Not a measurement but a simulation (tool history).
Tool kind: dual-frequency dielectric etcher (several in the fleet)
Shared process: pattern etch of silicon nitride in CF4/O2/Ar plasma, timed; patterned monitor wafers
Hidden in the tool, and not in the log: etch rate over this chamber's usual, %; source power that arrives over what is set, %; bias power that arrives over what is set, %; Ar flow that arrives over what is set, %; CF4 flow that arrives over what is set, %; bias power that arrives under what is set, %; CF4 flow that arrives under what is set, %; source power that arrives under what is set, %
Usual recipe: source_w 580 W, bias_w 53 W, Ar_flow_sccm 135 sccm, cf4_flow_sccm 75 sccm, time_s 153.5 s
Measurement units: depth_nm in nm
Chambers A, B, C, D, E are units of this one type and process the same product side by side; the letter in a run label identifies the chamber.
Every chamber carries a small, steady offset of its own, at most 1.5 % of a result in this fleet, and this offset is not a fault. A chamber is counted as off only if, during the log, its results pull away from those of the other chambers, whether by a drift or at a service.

run   hour  source_w  bias_w  Ar_flow_sccm  cf4_flow_sccm  time_s  hours since the last wet clean  hours since the last source power generator calibration  hours since the last bias power generator calibration  hours since the last Ar flow controller change  hours since the last CF4 flow controller change  read-back reference wafer on the same gauge, depth_nm  depth_nm
 1D    3.8       580      53           135             75   153.5                           275.9                                                    498.7                                                  847.8                                          4942.5                                           2808.8                                                 289.94    314.46
 2B    8.5       580      53           135             75   153.5                           211.2                                                   1441.5                                                  167.0                                          2609.2                                           1429.4                                                 289.95    317.65
 3E   10.9       580      53           135             75   153.5                           460.2                                                   2966.6                                                   35.3                                          1136.2                                           1073.3                                                 290.16    313.88
 4C   14.4       580      53           135             75   153.5                           283.9                                                   1474.2                                                 2998.4                                           188.4                                           1401.7                                                 289.97    317.08
 5A   17.0       580      53           135             75   153.5                           227.4                                                   1301.2                                                 1479.4                                           354.8                                           2762.5                                                 290.17    313.82
 6A   20.8       580      53           135             75   153.5                           231.2                                                   1305.0                                                 1483.2                                           358.6                                           2766.3                                                 290.17    314.10
 7D   22.9       580      53           135             75   153.5                           295.0                                                    517.8                                                  866.9                                          4961.6                                           2827.9                                                 290.19    313.05
 8C   26.3       580      53           135             75   153.5                           295.8                                                   1486.1                                                 3010.3                                           200.3                                           1413.6                                                 289.90    316.67
 9B   29.5       580      62           135             75   153.5                           232.2                                                   1462.5                                                  188.0                                          2630.2                                           1450.4                                                 289.98    338.40
10E   33.9       580      62           135             75   153.5                           483.2                                                   2989.6                                                   58.3                                          1159.2                                           1096.3                                                 289.91    333.10
11C   38.8       580      62           135             75   153.5                           308.3                                                   1498.6                                                 3022.8                                           212.8                                           1426.1                                                 289.97    337.97
12D   43.5       580      62           135             75   153.5                           315.6                                                    538.4                                                  887.5                                          4982.2                                           2848.5                                                 289.98    336.38
13A   48.1       580      62           135             75   153.5                           258.5                                                   1332.3                                                 1510.5                                           385.9                                           2793.6                                                 289.86    334.52
14E   50.9       580      53           135             75   153.5                           500.2                                                   3006.6                                                   75.3                                          1176.2                                           1113.3                                                 290.11    312.06
      52.1  -- chamber E: source power generator calibrated
15B   55.3       580      53           135             75   153.5                           258.0                                                   1488.3                                                  213.8                                          2656.0                                           1476.2                                                 290.05    317.89
16C   60.1       580      53           135             75   153.5                           329.6                                                   1519.9                                                 3044.1                                           234.1                                           1447.4                                                 289.98    316.43
17D   62.9       580      53           135             75   153.5                           335.0                                                    557.8                                                  906.9                                          5001.6                                           2867.9                                                 289.86    313.20
18B   67.5       580      53           135             75   153.5                           270.2                                                   1500.5                                                  226.0                                          2668.2                                           1488.4                                                 290.13    317.70
19E   69.9       580      53           135             75   153.5                           519.2                                                     17.8                                                   94.3                                          1195.2                                           1132.3                                                 289.81    303.79
20A   72.2       580      53           135             75   153.5                           282.6                                                   1356.4                                                 1534.6                                           410.0                                           2817.7                                                 290.01    312.79
21A   75.2       580      53           135             75   153.5                           285.6                                                   1359.4                                                 1537.6                                           413.0                                           2820.7                                                 290.01    313.12
22B   79.2       580      53           135             75   153.5                           281.9                                                   1512.2                                                  237.7                                          2679.9                                           1500.1                                                 289.93    316.32
23D   82.4       580      45           135             75   153.5                           354.5                                                    577.3                                                  926.4                                          5021.1                                           2887.4                                                 289.93    294.28
24E   85.2       580      45           135             75   153.5                           534.5                                                     33.1                                                  109.6                                          1210.5                                           1147.6                                                 289.97    285.52
25C   89.7       580      45           135             75   153.5                           359.2                                                   1549.5                                                 3073.7                                           263.7                                           1477.0                                                 289.88    297.96
26C   92.7       580      45           135             75   153.5                           362.2                                                   1552.5                                                 3076.7                                           266.7                                           1480.0                                                 289.80    296.71
27E   97.0       580      45           135             75   153.5                           546.3                                                     44.9                                                  121.4                                          1222.3                                           1159.4                                                 290.05    284.62
28A   99.2       640      53           135             75   153.5                           309.6                                                   1383.4                                                 1561.6                                           437.0                                           2844.7                                                 289.97    341.19
     100.8  -- chamber E: wet clean of the chamber
     101.9  -- chamber D: wet clean of the chamber
29D  102.5       640      53           135             75   153.5                             0.7                                                    597.4                                                  946.5                                          5041.2                                           2907.5                                                 290.05    340.30
30B  106.3       640      53           135             75   153.5                           309.0                                                   1539.3                                                  264.8                                          2707.0                                           1527.2                                                 289.95    347.06
31A  109.2       640      53           135             75   153.5                           319.6                                                   1393.4                                                 1571.6                                           447.0                                           2854.7                                                 290.06    342.37
32E  113.0       640      53           135             75   153.5                            12.3                                                     60.9                                                  137.4                                          1238.3                                           1175.4                                                 289.95    329.00
33B  115.6       580      53           135             75   153.5                           318.3                                                   1548.6                                                  274.1                                          2716.3                                           1536.5                                                 289.89    317.60
34C  119.4       580      53           135             75   153.5                           388.9                                                   1579.2                                                 3103.4                                           293.4                                           1506.7                                                 289.94    315.32
35D  123.9       580      53           135             75   153.5                            22.1                                                    618.8                                                  967.9                                          5062.6                                           2928.9                                                 289.99    312.72

Does one chamber stand apart from the rest, does the shared gauge drift, or is all well apart from small per-chamber offsets? Give the chamber and the most likely cause, where there is one.

A service left chamber E off against the others.
Cause: source power that arrives under what is set, % = 3.63.

Chamber E could run next with any of the 4 candidate recipes listed below; each alters the usual settings, and their results appear as question marks. Which one brings its results back in line with what the other chambers deliver on the usual settings?
In-line tolerance around the mean of the other chambers on the usual settings: depth_nm 2.50 nm
36E-1  127.3       580      53           135             85   153.5                                                                                                                                                                                                                                                                                                                 ?
36E-2  127.3       580      53           135             75   151.0                                                                                                                                                                                                                                                                                                                 ?
36E-3  127.3       570      53           135             75   149.5                                                                                                                                                                                                                                                                                                                 ?
36E-4  127.3       590      53           135             75   157.5                                                                                                                                                                                                                                                                                                                 ?

The mean the other chambers reach with the usual settings: depth_nm 315.53 nm
  run  depth_nm
36E-1    308.55
36E-2    298.19
36E-3    290.91
36E-4    315.56
The answer is 36E-4, which returns the chamber to within the allowed miss of the others.
